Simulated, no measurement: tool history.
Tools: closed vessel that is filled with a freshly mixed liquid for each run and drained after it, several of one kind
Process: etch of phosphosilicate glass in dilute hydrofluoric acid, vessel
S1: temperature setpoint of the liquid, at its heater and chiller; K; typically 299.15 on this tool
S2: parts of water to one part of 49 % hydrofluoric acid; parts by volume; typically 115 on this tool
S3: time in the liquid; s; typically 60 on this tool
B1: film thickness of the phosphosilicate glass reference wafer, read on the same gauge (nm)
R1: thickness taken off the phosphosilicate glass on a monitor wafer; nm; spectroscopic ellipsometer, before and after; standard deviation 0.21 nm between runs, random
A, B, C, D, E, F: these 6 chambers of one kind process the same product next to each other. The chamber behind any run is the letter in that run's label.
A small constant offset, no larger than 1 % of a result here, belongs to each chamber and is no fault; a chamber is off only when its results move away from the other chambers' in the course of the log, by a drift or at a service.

| run | hour | S1 | S2 | S3 | B1 | R1 |
|---|---|---|---|---|---|---|
|  | 2.1 | chamber A: thermometer replaced |
| 1A | 2.3 | 299.15 | 115 | 60 | 49.991 | 41.503 |
| 2C | 4.7 | 299.15 | 115 | 60 | 50.03 | 41.806 |
| 3E | 7 | 299.15 | 115 | 60 | 49.993 | 41.393 |
| 4F | 9.5 | 299.15 | 115 | 60 | 50.006 | 41.052 |
| 5D | 13.3 | 299.15 | 115 | 60 | 50.071 | 41.45 |
| 6B | 16.5 | 299.15 | 115 | 60 | 50.022 | 41.313 |
| 7F | 20.8 | 294.65 | 115 | 60 | 50.004 | 34.423 |
| 8D | 23.1 | 294.65 | 115 | 60 | 49.976 | 34.592 |
| 9C | 26.7 | 294.65 | 115 | 60 | 50.007 | 34.477 |
| 10E | 31.2 | 294.65 | 115 | 60 | 50.018 | 34.446 |
| 11B | 36 | 294.65 | 115 | 60 | 49.986 | 34.674 |
| 12A | 39.9 | 294.65 | 115 | 60 | 49.981 | 34.768 |
| 13C | 43.7 | 299.15 | 115 | 60 | 49.982 | 41.194 |
| 14A | 46.7 | 299.15 | 115 | 60 | 50.014 | 41.601 |
| 15D | 49.9 | 299.15 | 115 | 60 | 50.012 | 41.548 |
| 16E | 53.6 | 299.15 | 115 | 60 | 50.019 | 40.948 |
| 17F | 56.5 | 299.15 | 115 | 60 | 50.014 | 41.309 |
| 18B | 59.6 | 299.15 | 115 | 60 | 49.991 | 41.417 |
| 19B | 63.4 | 299.15 | 115 | 60 | 49.997 | 41.283 |
| 20C | 66 | 299.15 | 115 | 60 | 50.011 | 41.69 |
| 21E | 69.7 | 299.15 | 115 | 60 | 50.001 | 41.195 |
| 22D | 74.4 | 299.15 | 115 | 60 | 49.992 | 41.144 |
| 23A | 77.5 | 299.15 | 115 | 60 | 49.999 | 42.048 |
| 24F | 81.4 | 299.15 | 115 | 60 | 49.998 | 40.991 |
| 25A | 86 | 299.15 | 115 | 60 | 49.989 | 41.783 |
| 26D | 88.9 | 299.15 | 115 | 60 | 50.023 | 41.067 |
| 27C | 93.5 | 299.15 | 115 | 60 | 50.003 | 41.538 |
| 28E | 97.6 | 299.15 | 115 | 60 | 49.989 | 41.02 |
| 29B | 102 | 299.15 | 115 | 60 | 50.017 | 41.564 |
| 30F | 104.6 | 299.15 | 115 | 60 | 50.021 | 40.254 |
| 31B | 107 | 299.15 | 115 | 60 | 49.978 | 41.553 |
| 32D | 110.3 | 299.15 | 115 | 60 | 50.002 | 41.479 |
| 33F | 114.6 | 299.15 | 115 | 60 | 50.013 | 40.378 |
| 34C | 117.9 | 299.15 | 115 | 60 | 50.015 | 41.273 |
| 35E | 121.1 | 299.15 | 115 | 60 | 50.023 | 41.235 |
| 36A | 124.6 | 299.15 | 115 | 60 | 49.979 | 41.487 |
| 37A | 128 | 299.15 | 115 | 60 | 50.001 | 41.887 |
| 38C | 131.6 | 299.15 | 115 | 60 | 49.998 | 41.456 |
|  | 134.5 | chamber B: thermometer replaced |
| 39B | 134.8 | 299.15 | 115 | 60 | 50.007 | 41.942 |
| 40E | 138.8 | 299.15 | 160 | 60 | 50.047 | 28.112 |
| 41D | 142.3 | 299.15 | 160 | 60 | 50.045 | 27.905 |
| 42F | 147 | 299.15 | 160 | 60 | 50.011 | 27.109 |
| 43B | 151.9 | 299.15 | 160 | 60 | 50.018 | 28.385 |
| 44F | 156.7 | 299.15 | 160 | 60 | 49.992 | 27.014 |

Does one chamber stand apart from the rest, does the shared gauge drift, or is all well apart from small per-chamber offsets? Give the chamber and the most likely cause, where there is one.

Chamber F drifts away from the others.
Most likely cause: liquid colder than its thermometer reads (K) = 1.22.
The log may not separate it from: hydrofluoric acid flow below the setpoint (%).

Below are 4 candidate recipes for chamber F's next run, each the usual settings with a change, their results shown as question marks. Which of them brings F's results back in line with what the other chambers give on the usual settings?
In-line tolerance around the mean of the other chambers on the usual settings: R1 0.74 nm
| 45F-1 | 160.4 | 298.65 | 115 | 55 |  | ? |
| 45F-2 | 160.4 | 299.15 | 110 | 60 |  | ? |
| 45F-3 | 160.4 | 299.15 | 105 | 60 |  | ? |
| 45F-4 | 160.4 | 299.15 | 120 | 60 |  | ? |

The other chambers' mean on the usual settings: R1 41.411 nm
| run | R1 |
|---|---|
| 45F-1 | 35.296 |
| 45F-2 | 41.298 |
| 45F-3 | 43.527 |
| 45F-4 | 37.399 |
Change 45F-2 lands the chamber within the allowed miss of the other chambers.
